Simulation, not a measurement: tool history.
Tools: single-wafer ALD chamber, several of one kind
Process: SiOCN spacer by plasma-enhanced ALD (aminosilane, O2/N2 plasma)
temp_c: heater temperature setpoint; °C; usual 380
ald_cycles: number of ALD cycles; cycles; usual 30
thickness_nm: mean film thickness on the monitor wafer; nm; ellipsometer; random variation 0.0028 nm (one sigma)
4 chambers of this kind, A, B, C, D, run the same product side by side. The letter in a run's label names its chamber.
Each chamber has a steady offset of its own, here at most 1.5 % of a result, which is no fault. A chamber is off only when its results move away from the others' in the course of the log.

run   hour  temp_c  ald_cycles  hours since the last thermocouple change  read-back reference wafer on the same gauge, thickness_nm  thickness_nm
 1B    7.7     380          30                                     830.3                                                     1.7598        1.7972
 2C   14.1     380          30                                     593.6                                                     1.7594        1.7973
 3A   18.6     380          30                                    2065.0                                                     1.7585        1.7915
 4D   23.1     380          30                                     454.4                                                     1.7591        1.8072
 5B   28.1     380          30                                     850.7                                                     1.7591        1.7986
 6D   34.9     380          30                                     466.2                                                     1.7580        1.8058
 7C   38.8     380          30                                     618.3                                                     1.7583        1.7953
 8A   43.7     380          30                                    2090.1                                                     1.7578        1.7940
 9C   47.4     388          28                                     626.9                                                     1.7581        1.6769
10B   51.1     388          28                                     873.7                                                     1.7569        1.6774
11A   55.0     388          28                                    2101.4                                                     1.7579        1.6708
12D   61.6     388          28                                     492.9                                                     1.7577        1.6854
13C   65.8     380          30                                     645.3                                                     1.7574        1.7983
14B   70.7     380          30                                     893.3                                                     1.7562        1.8006
15A   78.0     380          30                                    2124.4                                                     1.7571        1.7926
16D   82.1     380          30                                     513.4                                                     1.7570        1.8015
17D   89.5     380          30                                     520.8                                                     1.7555        1.8007
18A   97.1     380          30                                    2143.5                                                     1.7555        1.7857
19B  102.1     380          30                                     924.7                                                     1.7554        1.7900
20C  107.2     380          30                                     686.7                                                     1.7551        1.7884
21B  115.3     371          33                                     937.9                                                     1.7549        1.9682
22A  121.0     371          33                                    2167.4                                                     1.7547        1.9676
23D  125.1     371          33                                     556.4                                                     1.7545        1.9807
24C  132.7     371          33                                     712.2                                                     1.7547        1.9703
25C  140.1     389          27                                     719.6                                                     1.7543        1.6067
26D  146.0     389          27                                     577.3                                                     1.7540        1.6193
27A  152.0     389          27                                    2198.4                                                     1.7529        1.6089
28B  157.3     389          27                                     979.9                                                     1.7520        1.6152
29A  165.2     389          24                                    2211.6                                                     1.7523        1.4266
30D  170.4     389          24                                     601.7                                                     1.7528        1.4372
31C  175.7     389          24                                     755.2                                                     1.7524        1.4324
32B  181.9     389          24                                    1004.5                                                     1.7522        1.4343
33C  188.5     380          30                                     768.0                                                     1.7517        1.7867
34A  195.2     380          30                                    2241.6                                                     1.7512        1.7836
35D  199.6     380          30                                     630.9                                                     1.7511        1.7955
36B  205.8     380          30                                    1028.4                                                     1.7513        1.7880
37B  211.7     380          30                                    1034.3                                                     1.7515        1.7955
38A  219.8     380          30                                    2266.2                                                     1.7508        1.7855
     220.0  -- chamber C: thermocouple changed; heater temperature recalibrated
39D  223.5     380          30                                     654.8                                                     1.7496        1.7951
40C  231.3     380          30                                      11.3                                                     1.7501        1.7831
41A  236.3     380          30                                    2282.7                                                     1.7493        1.7809
42B  243.0     388          25                                    1065.6                                                     1.7496        1.4889
43C  247.3     388          25                                      27.3                                                     1.7491        1.4874

What goes on in this fleet: one chamber off, a drifting gauge, or nothing beyond the chambers' own small offsets? Name the chamber and the cause, if any.

The gauge drifts, so all chambers seem to drift together. No chamber is off.
Cause: gauge reads low (%) = 0.629.

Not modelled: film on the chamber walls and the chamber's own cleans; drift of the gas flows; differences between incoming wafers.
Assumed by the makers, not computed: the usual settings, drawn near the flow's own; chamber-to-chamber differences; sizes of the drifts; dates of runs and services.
